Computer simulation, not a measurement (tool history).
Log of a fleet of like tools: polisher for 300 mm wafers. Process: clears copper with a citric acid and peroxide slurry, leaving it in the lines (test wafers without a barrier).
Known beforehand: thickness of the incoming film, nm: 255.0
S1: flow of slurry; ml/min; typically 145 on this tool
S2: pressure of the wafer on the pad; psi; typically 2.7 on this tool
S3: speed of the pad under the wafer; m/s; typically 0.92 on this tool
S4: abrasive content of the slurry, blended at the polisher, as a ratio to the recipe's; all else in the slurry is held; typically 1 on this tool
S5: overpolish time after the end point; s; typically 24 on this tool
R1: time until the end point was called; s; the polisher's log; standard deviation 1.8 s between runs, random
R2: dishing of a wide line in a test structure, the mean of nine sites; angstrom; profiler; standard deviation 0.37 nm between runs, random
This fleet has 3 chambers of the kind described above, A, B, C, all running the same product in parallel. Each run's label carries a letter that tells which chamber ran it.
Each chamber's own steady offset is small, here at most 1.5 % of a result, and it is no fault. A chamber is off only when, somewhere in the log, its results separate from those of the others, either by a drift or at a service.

run,hour,S1,S2,S3,S4,S5,R1,R2
# hour 2.2: chamber B: worn pad replaced by a new one
1B,6.1,145,2.7,0.92,1,24,136.54,280.08
# hour 11.0: chamber A: slurry blender recalibrated
2A,12.8,145,2.7,0.92,1,24,131.13,281.62
3C,20.4,145,2.7,0.92,1,24,135.62,285.63
4C,24.5,145,2.7,0.92,1,24,133.43,286.53
5A,29.7,145,2.7,0.92,1,24,133.26,282.93
6B,37.4,145,2.7,0.92,1,24,138.52,281.85
7C,42.2,145,2.7,0.92,1,24,136.17,283.86
8A,46.3,145,2.7,0.92,1,24,136.73,275.68
9B,52.2,145,2.7,0.92,1,24,135.29,287.54
10A,59.0,145,2.7,0.92,1,24,137.53,285.42
11B,62.9,145,2.7,0.92,1,24,136.88,285.04
12C,69.0,145,2.7,0.92,1,24,137.53,289.45
13A,77.1,145,2.7,0.92,1,24,134.63,280.07
14B,84.7,120,2.7,0.92,1,24,140.22,274.59
15C,88.4,120,2.7,0.92,1,24,137.68,279.97
# hour 91.8: chamber B: slurry blender recalibrated
16A,96.4,120,2.7,0.92,1,24,144.41,266.63
# hour 100.7: chamber B: head pressure recalibrated
17C,102.0,145,2.7,0.92,1,24,138.17,284.71
18B,110.4,145,2.7,0.92,1,24,136.64,286.69
19A,117.7,145,2.0,0.92,1,14,192.08,135.72
# hour 118.1: chamber B: worn pad replaced by a new one
# hour 123.6: chamber C: worn pad replaced by a new one
20B,126.0,145,2.0,0.92,1,14,183.24,141.61
# hour 127.5: chamber B: slurry nozzle cleaned
21C,132.4,145,2.0,0.92,1,14,181.89,141.82
22B,138.0,145,2.7,0.92,1,24,138.29,289.21
23A,145.7,145,2.7,0.92,1,24,143.70,266.44
24C,150.0,145,2.7,0.92,1,24,136.42,286.08
25C,155.7,145,2.7,0.92,1,24,132.67,282.40
26A,163.1,145,2.7,0.92,1,24,146.65,260.60
27B,167.7,145,2.7,0.92,1,24,134.01,281.07

One chamber off, gauge drift, or nothing amiss beyond the chambers' own small offsets? If it is a chamber, which one, and what is the likeliest cause?

Little by little, chamber A moves away from the other chambers.
What lies behind it: removal rate lost through wear of the pad, % = 10.
The log may not tell that from: slurry flow missing at the pad, %; head's pressure below its setpoint, %; abrasive missing from the slurry, %.

Which of the 4 candidates below, each the usual settings with something changed and its results left as question marks, puts chamber A back in line with what the other chambers give on the usual settings?
Maximum distance from the other chambers' mean on the usual settings for a result to count as in line: R1 6.30 s; R2 13.00 angstrom
28A-1,173.9,145,2.5,0.84,1,23,?,?
28A-2,173.9,145,2.8,0.98,1,24,?,?
28A-3,173.9,145,2.6,0.88,1,23,?,?
28A-4,173.9,150,2.9,1.02,1,25,?,?

Other chambers, usual settings, mean: R1 136.21 s; R2 283.09 angstrom
run,R1,R2
28A-1,175.35,220.63
28A-2,135.37,280.35
28A-3,161.44,236.03
28A-4,125.09,306.82
28A-2 brings the chamber back in line.

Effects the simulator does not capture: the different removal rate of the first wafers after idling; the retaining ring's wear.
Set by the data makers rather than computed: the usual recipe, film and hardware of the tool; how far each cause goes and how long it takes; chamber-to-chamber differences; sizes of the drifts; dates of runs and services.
